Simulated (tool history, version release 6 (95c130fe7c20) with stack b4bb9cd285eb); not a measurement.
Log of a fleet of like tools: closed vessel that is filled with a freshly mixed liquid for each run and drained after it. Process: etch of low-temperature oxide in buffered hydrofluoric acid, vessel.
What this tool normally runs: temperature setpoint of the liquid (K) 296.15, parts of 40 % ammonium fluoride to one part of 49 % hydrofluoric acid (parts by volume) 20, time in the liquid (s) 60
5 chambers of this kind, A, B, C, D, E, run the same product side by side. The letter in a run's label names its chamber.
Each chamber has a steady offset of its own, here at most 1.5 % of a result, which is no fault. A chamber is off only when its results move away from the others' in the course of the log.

run	hour	temperature setpoint of the liquid (K)	parts of 40 % ammonium fluoride to one part of 49 % hydrofluoric acid (parts by volume)	time in the liquid (s)	hours since the thermometer was replaced	hours since the hydrofluoric acid flow meter was replaced	read-back film thickness of the low-temperature oxide reference wafer, read on the same gauge (nm)	thickness taken off the low-temperature oxide on a monitor wafer (nm)
1D	9	296.15	20	60	1548.6	46.4	120	192.24
2C	21.9	296.15	20	60	203.5	726.1	120.01	189.78
3E	32.7	296.15	20	60	417.6	211.8	119.99	189.5
4B	43.7	296.15	20	60	1139.3	1018.8	120.02	193.5
5A	50.5	291.65	20	30	916.4	1467.5	119.99	75.116
6E	63.2	291.65	20	30	448.1	242.3	120.02	73.927
7B	70.3	291.65	20	30	1165.9	1045.4	120.01	75.607
8D	82.2	291.65	20	30	1621.8	119.6	120.01	74.63
9A	91	291.65	20	30	956.9	1508	119.98	74.246
# hour 100.7: chamber B: hydrofluoric acid flow meter replaced
10C	103.7	296.15	20	60	285.3	807.9	120.01	190.45
# hour 108.6: chamber A: hydrofluoric acid flow meter replaced
11B	117.6	296.15	20	60	1213.2	17	119.99	194.87
# hour 129.8: chamber B: thermometer replaced
12D	130.1	296.15	20	60	1669.7	167.5	120.01	189.44
13E	138.7	296.15	20	60	523.6	317.8	119.99	189.78
14C	150.2	296.15	20	60	331.8	854.4	120	188.88
15A	157.4	292.65	20	35	1023.3	48.8	119.99	92.52
16B	164.2	292.65	20	35	34.4	63.6	120	92.752
# hour 170.5: chamber C: hydrofluoric acid flow meter replaced
17A	177.9	292.65	20	35	1043.8	69.3	120	91.932
18D	185.2	292.65	20	35	1724.8	222.6	119.99	93.843
19C	198	292.65	20	35	379.6	27.6	120.01	92.149
20E	210.2	296.15	20	60	595.1	389.3	120	188.58
21A	223.4	296.15	20	60	1089.3	114.8	120.02	192.31
22E	230.1	296.15	20	60	615	409.2	120	189.67
23D	237	296.15	20	60	1776.6	274.4	120	196.96
24C	247.7	296.15	20	60	429.3	77.3	120.02	191.34
25B	257.8	296.15	20	60	128	157.2	119.99	193.96
26E	271.3	296.15	20	60	656.2	450.4	120.02	189.27
27D	280	296.15	20	60	1819.6	317.4	120	196.88
28A	293.2	296.15	20	60	1159.1	184.6	119.99	192.14
29C	306	296.15	20	60	487.6	135.6	120.01	190.55
30B	312	296.15	20	60	182.2	211.4	120.01	194.08
31B	323.4	296.15	20	60	193.6	222.8	120	193.27
32A	335.5	296.15	20	60	1201.4	226.9	119.99	191.58
33D	345.8	296.15	20	60	1885.4	383.2	120	200.92
34E	352.5	296.15	20	60	737.4	531.6	120	190.1
35C	364.4	296.15	20	60	546	194	120	189.22
36E	372.8	296.15	20	60	757.7	551.9	120	187.57
37D	384.8	296.15	20	60	1924.4	422.2	119.99	202.12
38B	391.8	296.15	20	60	262	291.2	119.99	195.1
39C	404.8	296.15	20	60	586.4	234.4	120.01	190.21
40A	416.8	296.15	20	60	1282.7	308.2	119.99	190.1
41D	429.1	296.15	20	60	1968.7	466.5	120.01	204.95
42C	435.7	296.15	24.5	60	617.3	265.3	120	164.16
43A	443.7	296.15	24.5	60	1309.6	335.1	120.01	165.41
44E	454.8	296.15	24.5	60	839.7	633.9	119.99	162.85

Is one chamber off against the others, does the gauge drift, or is nothing wrong? If a chamber is off, say which, and what the likeliest cause is.

Little by little, chamber D moves away from the other chambers.
Most likely cause: liquid hotter than its thermometer reads (K) = 1.31.
Not necessarily distinguishable in this log from: hydrofluoric acid flow above the setpoint (%).

Which of the 4 candidates below, each the usual settings with something changed and its results left as question marks, puts chamber D back in line with what the other chambers give on the usual settings?
In line means no further than this from the other chambers' mean on the usual settings: thickness taken off the low-temperature oxide on a monitor wafer (nm) 3.4
45D-1	464.8	296.15	21	60				?
45D-2	464.8	296.65	19	60				?
45D-3	464.8	295.65	21.5	60				?
45D-4	464.8	296.65	20	60				?

Usual-settings mean across the other chambers: thickness taken off the low-temperature oxide on a monitor wafer (nm) 191.51
run	thickness taken off the low-temperature oxide on a monitor wafer (nm)
45D-1	198.26
45D-2	221.5
45D-3	189.81
45D-4	210.57
The right change is 45D-3: it brings the chamber back within the allowed miss of the others.
